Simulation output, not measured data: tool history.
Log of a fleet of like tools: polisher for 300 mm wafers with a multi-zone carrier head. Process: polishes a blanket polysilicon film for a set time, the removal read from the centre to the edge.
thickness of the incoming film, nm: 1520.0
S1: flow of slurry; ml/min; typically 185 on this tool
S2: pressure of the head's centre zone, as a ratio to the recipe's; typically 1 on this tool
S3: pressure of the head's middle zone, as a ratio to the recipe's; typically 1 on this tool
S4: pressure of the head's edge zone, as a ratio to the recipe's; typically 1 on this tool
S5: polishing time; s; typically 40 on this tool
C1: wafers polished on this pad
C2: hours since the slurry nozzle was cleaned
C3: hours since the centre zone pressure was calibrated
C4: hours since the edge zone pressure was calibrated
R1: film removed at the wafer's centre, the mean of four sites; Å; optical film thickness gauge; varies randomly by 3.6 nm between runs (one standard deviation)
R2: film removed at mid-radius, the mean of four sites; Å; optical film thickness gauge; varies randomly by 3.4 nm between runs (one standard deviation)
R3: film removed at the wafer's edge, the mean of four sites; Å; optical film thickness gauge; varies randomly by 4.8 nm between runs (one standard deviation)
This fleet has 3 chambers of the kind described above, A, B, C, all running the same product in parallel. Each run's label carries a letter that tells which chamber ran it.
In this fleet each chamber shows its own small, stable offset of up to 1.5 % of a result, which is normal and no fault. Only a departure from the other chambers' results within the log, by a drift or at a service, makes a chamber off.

run,hour,S1,S2,S3,S4,S5,C1,C2,C3,C4,R1,R2,R3
1B,5.3,185,1,1,1,40,393,344.4,1189.4,17.2,3338,3334.6,3348
2A,9.6,185,1,1,1,40,299,450.7,1354.5,38,3412,3441.8,3294.4
3C,15.8,185,1,1,1,40,379,188.9,874.4,274.8,3311,3474.7,3306.8
4A,24.3,185,1,1,1,40,578,465.4,1369.2,52.7,3367,3329.6,3455.3
# hour 30.3: chamber B: worn pad replaced by a new one
5C,33.2,185,1,1,1,40,710,206.3,891.8,292.2,3389,3439.7,3327
# hour 36.2: chamber A: worn pad replaced by a new one
6B,39.3,185,1,1,1,40,172,378.4,1223.4,51.2,3353.1,3342.2,3374.1
7C,43.7,185,1,1,1,40,909,216.8,902.3,302.7,3407.1,3489.6,3339.7
8B,49.4,185,1,1,1,40,364,388.5,1233.5,61.3,3375.5,3308.9,3488.5
9A,57.9,185,1,1,1,40,413,499,1402.8,86.3,3375.1,3400.9,3414.3
10A,62.4,185,0.92,1.06,1,40,499,503.5,1407.3,90.8,3101.2,3553.3,3438.3
# hour 65.9: chamber C: worn pad replaced by a new one
11C,69.4,185,0.92,1.06,1,40,66,242.5,928,328.4,3032.3,3655.5,3361.1
# hour 72.6: chamber B: worn pad replaced by a new one
12B,77.1,185,0.92,1.06,1,40,85,416.2,1261.2,89,3053.8,3526.8,3422.4
# hour 85.8: chamber A: worn pad replaced by a new one
13B,85.8,185,1,1,1,40,251,424.9,1269.9,97.7,3325.6,3397.4,3391.6
# hour 89.5: chamber A: slurry nozzle cleaned
14C,94.7,185,1,1,1,40,547,267.8,953.3,353.7,3332.5,3420,3345.6
15A,102.4,185,1,1,1,40,317,13,1447.3,130.8,3390.1,3380.6,3396.2
16C,107.9,185,1,1,1,40,798,281,966.5,366.9,3315.5,3353.1,3401.9
# hour 111.7: chamber B: slurry nozzle cleaned
17B,117.2,185,1,1,1,40,848,5.5,1301.3,129.1,3367.6,3350.3,3421.9
# hour 125.5: chamber B: worn pad replaced by a new one
18A,125.6,185,1,1,1,40,758,36.2,1470.5,154,3353.5,3324.4,3395.4
# hour 128.3: chamber C: worn pad replaced by a new one
# hour 130.4: chamber B: centre zone pressure recalibrated
19A,131.8,185,1,1,0.96,47,876,42.4,1476.7,160.2,3911.6,3978.4,4027.1
20B,137.5,185,1,1,0.96,47,230,25.8,7.2,149.4,4299.9,3935.3,3898.6
# hour 140.3: chamber A: worn pad replaced by a new one
21C,144.6,185,1,1,0.96,47,311,317.7,1003.2,403.6,3898.6,3978.4,3790.8
22A,149.9,185,1,1,1,40,182,60.5,1494.8,178.3,3335.6,3435.5,3408.3
# hour 151.5: chamber C: edge zone pressure recalibrated
23B,159.1,185,1,1,1,40,640,47.4,28.8,171,3638.3,3330,3448.6
24C,165.3,185,1,1,1,40,705,338.4,1023.9,13.9,3399.8,3481.7,3437.5
25C,172.3,185,1,1,1,40,838,345.4,1030.9,20.9,3332.5,3404.5,3297.7
# hour 177.9: chamber B: worn pad replaced by a new one
26A,178.7,185,1,1,1,40,730,89.3,1523.6,207.1,3371.2,3451.9,3298.6
# hour 185.8: chamber A: worn pad replaced by a new one
27B,187.7,185,1,1,1,40,187,76,57.4,199.6,3666.9,3346.3,3328.3
28A,195,185,1,1,1,40,175,105.6,1539.9,223.4,3403.7,3462,3328.8
# hour 196.1: chamber C: worn pad replaced by a new one
29B,204.1,185,1,1,1,40,499,92.4,73.8,216,3692,3377.8,3336
30C,210.6,185,1,1,1,40,276,383.7,1069.2,59.2,3329,3355.3,3322.4
31B,218.3,185,1,1,1,40,769,106.6,88,230.2,3593.4,3432.9,3485
# hour 221.3: chamber A: centre zone pressure recalibrated
32A,225.6,185,1,1,1,40,757,136.2,4.4,254,3305.2,3403.5,3351.3
# hour 229.6: chamber B: worn pad replaced by a new one
33C,233.4,185,1,1,1,40,709,406.5,1092,82,3343.2,3412.4,3369.4
# hour 235.4: chamber C: centre zone pressure recalibrated
34C,237.8,185,1,1,1,40,793,410.9,2.5,86.4,3362.3,3418.7,3398.7
35B,244.4,185,1,1,1,40,282,132.7,114.1,256.3,3631.6,3340.8,3341.9

All chambers now run identical settings, listed one chamber a line with results as question marks. What results will each chamber show?
36A,251.1,185,1,1,1,40,,,,,?,?,?
36B,251.1,185,1,1,1,40,,,,,?,?,?
36C,251.1,185,1,1,1,40,,,,,?,?,?

run,R1,R2,R3
36A,3385.2,3340.4,3385.8
36B,3710.6,3383.9,3453.1
36C,3356.8,3392.7,3259.4
